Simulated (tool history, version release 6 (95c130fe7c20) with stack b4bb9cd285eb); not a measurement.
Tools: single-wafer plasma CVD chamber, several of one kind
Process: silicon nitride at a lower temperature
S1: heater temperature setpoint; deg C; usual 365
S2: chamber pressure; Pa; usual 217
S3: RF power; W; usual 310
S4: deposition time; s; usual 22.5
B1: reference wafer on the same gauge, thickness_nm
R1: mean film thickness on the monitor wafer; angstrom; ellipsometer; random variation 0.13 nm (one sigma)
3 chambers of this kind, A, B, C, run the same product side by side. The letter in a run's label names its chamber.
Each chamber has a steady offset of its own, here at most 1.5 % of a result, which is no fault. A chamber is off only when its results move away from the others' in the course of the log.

Run 1C, hour 3.6: usual settings; B1 31.584. Result: R1 267.19 angstrom.
Run 2B, hour 8.8: usual settings; B1 31.624. Result: R1 267.53 angstrom.
Run 3A, hour 14.2: usual settings; B1 31.579. Result: R1 269.62 angstrom.
Run 4B, hour 18.4: usual settings; B1 31.605. Result: R1 271.00 angstrom.
Run 5A, hour 22.0: usual settings; B1 31.589. Result: R1 273.27 angstrom.
Run 6C, hour 24.7: usual settings; B1 31.620. Result: R1 266.96 angstrom.
Run 7C, hour 30.1: usual settings; B1 31.613. Result: R1 267.01 angstrom.
Run 8A, hour 34.7: usual settings; B1 31.613. Result: R1 272.32 angstrom.
Run 9B, hour 39.1: usual settings; B1 31.583. Result: R1 269.71 angstrom.
Run 10B, hour 41.7: usual settings but S1 353 deg C; B1 31.592. Result: R1 274.01 angstrom.
Run 11A, hour 46.0: usual settings but S1 353 deg C; B1 31.561. Result: R1 273.05 angstrom.
Run 12C, hour 50.2: usual settings but S1 353 deg C; B1 31.595. Result: R1 269.56 angstrom.
Run 13C, hour 52.9: usual settings; B1 31.639. Result: R1 268.94 angstrom.
Run 14A, hour 55.8: usual settings; B1 31.588. Result: R1 273.38 angstrom.
Run 15B, hour 58.7: usual settings but S2 244 Pa, S4 25.7 s; B1 31.638. Result: R1 317.19 angstrom.
Run 16B, hour 62.9: usual settings but S2 244 Pa, S4 25.7 s; B1 31.574. Result: R1 317.46 angstrom.
Run 17C, hour 67.2: usual settings but S2 244 Pa, S4 25.7 s; B1 31.606. Result: R1 315.08 angstrom.
At hour 68.0: chamber B: RF generator calibrated.
Run 18A, hour 69.8: usual settings; B1 31.600. Result: R1 271.15 angstrom.
Run 19A, hour 72.6: usual settings but S3 360 W; B1 31.603. Result: R1 300.82 angstrom.
Run 20B, hour 78.0: usual settings but S3 360 W; B1 31.604. Result: R1 296.17 angstrom.
Run 21C, hour 81.0: usual settings but S3 360 W; B1 31.590. Result: R1 293.19 angstrom.
Run 22B, hour 86.7: usual settings but S3 255 W; B1 31.607. Result: R1 237.40 angstrom.
Run 23C, hour 90.6: usual settings but S3 255 W; B1 31.610. Result: R1 235.31 angstrom.
Run 24A, hour 93.8: usual settings but S3 255 W; B1 31.617. Result: R1 238.51 angstrom.
Run 25B, hour 98.0: usual settings; B1 31.606. Result: R1 267.43 angstrom.

What goes on in this fleet: one chamber off, a drifting gauge, or nothing beyond the chambers' own small offsets? Name the chamber and the cause, if any.

No chamber stands off beyond its own small offset, and the gauge holds steady.
